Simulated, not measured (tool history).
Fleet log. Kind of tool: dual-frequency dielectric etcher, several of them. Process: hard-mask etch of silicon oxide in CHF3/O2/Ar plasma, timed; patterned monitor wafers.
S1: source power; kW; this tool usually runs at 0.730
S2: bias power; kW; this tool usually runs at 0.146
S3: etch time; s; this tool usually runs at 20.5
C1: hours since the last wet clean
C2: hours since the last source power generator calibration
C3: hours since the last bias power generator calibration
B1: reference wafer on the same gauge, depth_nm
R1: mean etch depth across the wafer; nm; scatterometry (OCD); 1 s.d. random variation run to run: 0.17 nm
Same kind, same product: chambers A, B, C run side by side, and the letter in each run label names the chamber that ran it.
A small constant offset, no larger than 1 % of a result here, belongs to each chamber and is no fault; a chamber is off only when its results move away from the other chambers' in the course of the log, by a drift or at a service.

run   hour     S1     S2    S3     C1      C2      C3      B1      R1
       1.6  -- chamber A: wet clean of the chamber
 1A    3.1  0.730  0.146  20.5    1.6   713.6  1630.3  32.659  40.927
 2B    7.6  0.730  0.146  20.5  225.9   420.8  1101.3  32.718  40.513
 3C   11.5  0.730  0.146  20.5  574.9  2423.7  3921.3  32.699  40.769
 4B   16.0  0.730  0.146  20.5  234.3   429.2  1109.7  32.710  40.307
 5A   19.7  0.730  0.146  20.5   18.2   730.2  1646.9  32.671  41.267
 6C   22.8  0.730  0.162  24.5  586.2  2435.0  3932.6  32.673  50.238
 7A   25.9  0.730  0.162  24.5   24.4   736.4  1653.1  32.704  50.718
 8B   30.3  0.730  0.162  24.5  248.6   443.5  1124.0  32.701  50.226
 9C   34.2  0.730  0.146  20.5  597.6  2446.4  3944.0  32.698  40.666
10A   38.5  0.830  0.146  15.5   37.0   749.0  1665.7  32.697  32.725
11B   43.2  0.830  0.146  15.5  261.5   456.4  1136.9  32.702  32.096
12C   45.9  0.830  0.146  15.5  609.3  2458.1  3955.7  32.702  32.714
13A   48.6  0.730  0.146  20.5   47.1   759.1  1675.8  32.691  41.051
14C   52.8  0.730  0.146  20.5  616.2  2465.0  3962.6  32.706  40.707
15B   58.0  0.730  0.146  20.5  276.3   471.2  1151.7  32.689  40.742
16C   60.9  0.730  0.146  20.5  624.3  2473.1  3970.7  32.735  40.774
17B   64.4  0.730  0.146  20.5  282.7   477.6  1158.1  32.697  40.713
18A   67.4  0.730  0.146  20.5   65.9   777.9  1694.6  32.677  41.082
19A   70.6  0.730  0.146  20.5   69.1   781.1  1697.8  32.673  41.304
      70.7  -- chamber C: wet clean of the chamber
20C   75.8  0.680  0.176  20.5    5.1  2488.0  3985.6  32.702  43.784
21B   81.1  0.680  0.176  20.5  299.4   494.3  1174.8  32.691  41.811
22B   86.7  0.680  0.176  20.5  305.0   499.9  1180.4  32.701  41.698
23A   90.8  0.730  0.146  20.5   89.3   801.3  1718.0  32.669  41.113
24C   96.1  0.730  0.131  16.5   25.4  2508.3  4005.9  32.682  33.158
25A  101.4  0.730  0.131  16.5   99.9   811.9  1728.6  32.698  31.973
26B  106.5  0.730  0.131  16.5  324.8   519.7  1200.2  32.695  31.451
27C  110.8  0.730  0.146  20.5   40.1  2523.0  4020.6  32.729  42.665
28C  114.7  0.730  0.146  20.5   44.0  2526.9  4024.5  32.702  42.177
29B  118.8  0.730  0.146  20.5  337.1   532.0  1212.5  32.717  40.512
30A  124.0  0.730  0.146  20.5  122.5   834.5  1751.2  32.676  41.386
31A  129.6  0.730  0.146  20.5  128.1   840.1  1756.8  32.694  41.295
32B  134.4  0.730  0.146  20.5  352.7   547.6  1228.1  32.678  40.471
33C  139.3  0.730  0.146  20.5   68.6  2551.5  4049.1  32.700  42.346
34A  143.3  0.730  0.146  20.5  141.8   853.8  1770.5  32.669  41.531
35C  146.4  0.830  0.113  20.5   75.7  2558.6  4056.2  32.715  41.790

The same settings go to every chamber for the next run, one line per chamber below. Forecast the results for each:
36A  150.7  0.730  0.146  23.5                   ?
36B  150.7  0.730  0.146  23.5                   ?
36C  150.7  0.730  0.146  23.5                   ?

run      R1
36A  46.806
36B  46.581
36C  48.781
